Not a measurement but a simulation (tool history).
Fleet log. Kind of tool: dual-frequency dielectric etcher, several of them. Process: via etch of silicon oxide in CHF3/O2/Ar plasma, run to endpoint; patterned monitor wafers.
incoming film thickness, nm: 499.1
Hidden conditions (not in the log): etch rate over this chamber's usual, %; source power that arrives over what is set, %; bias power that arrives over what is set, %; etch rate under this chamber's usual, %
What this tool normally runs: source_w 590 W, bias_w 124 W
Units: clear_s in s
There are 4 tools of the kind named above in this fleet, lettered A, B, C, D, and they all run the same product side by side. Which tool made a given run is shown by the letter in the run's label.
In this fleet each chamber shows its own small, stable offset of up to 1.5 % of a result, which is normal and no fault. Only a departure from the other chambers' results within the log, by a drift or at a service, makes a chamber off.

run	hour	source_w	bias_w	hours since the last wet clean	hours since the last source power generator calibration	hours since the last bias power generator calibration	clear_s
1D	4.9	590	124	458.6	19.4	1236.2	290.08
2C	10.5	590	124	295.6	671.6	514.9	288.03
3B	14.6	590	124	441.9	889.4	3056.4	289.21
4A	19.9	590	124	327.8	2431	960.7	291.84
# hour 20.2: chamber D: wet clean of the chamber
5D	28.6	590	133	8.5	43.1	1259.9	282.36
6A	37.1	590	133	345	2448.2	977.9	285.46
7C	43.9	590	133	329	705	548.3	277.21
8B	50.3	590	133	477.6	925.1	3092.1	280.64
9A	54.5	590	124	362.4	2465.6	995.3	291.02
10C	61.8	590	124	346.9	722.9	566.2	283.85
11D	66.5	590	124	46.4	81	1297.8	288.17
12B	74.3	590	124	501.6	949.1	3116.1	291.43
13D	80.9	590	124	60.8	95.4	1312.2	288.67
14C	86.7	590	124	371.8	747.8	591.1	287.81
15A	95.4	590	124	403.3	2506.5	1036.2	290.78
16B	101.9	590	146	529.2	976.7	3143.7	272.71
17D	107.8	590	146	87.7	122.3	1339.1	268.26
# hour 113.2: chamber B: wet clean of the chamber
18B	115.7	590	146	2.6	990.5	3157.5	271.7
19A	119.9	590	146	427.8	2531	1060.7	273.67
20C	128.8	590	124	413.9	789.9	633.2	287.28
21B	134.7	590	124	21.6	1009.5	3176.5	288.76
22C	140.8	590	124	425.9	801.9	645.2	286.46
23D	146.2	590	124	126.1	160.7	1377.5	286.69
24A	150.7	590	124	458.6	2561.8	1091.5	293.69
25D	156.5	590	124	136.4	171	1387.8	283.6
26C	163.6	590	124	448.7	824.7	668	285.45
27A	167.6	590	124	475.5	2578.7	1108.4	290.98
28B	173.4	590	124	60.3	1048.2	3215.2	290.51
29A	179.9	590	124	487.8	2591	1120.7	290.68

Does one chamber stand apart from the rest, does the shared gauge drift, or is all well apart from small per-chamber offsets? Give the chamber and the most likely cause, where there is one.

The fleet is healthy, with each chamber sitting at its usual small offset and no drift in the gauge.
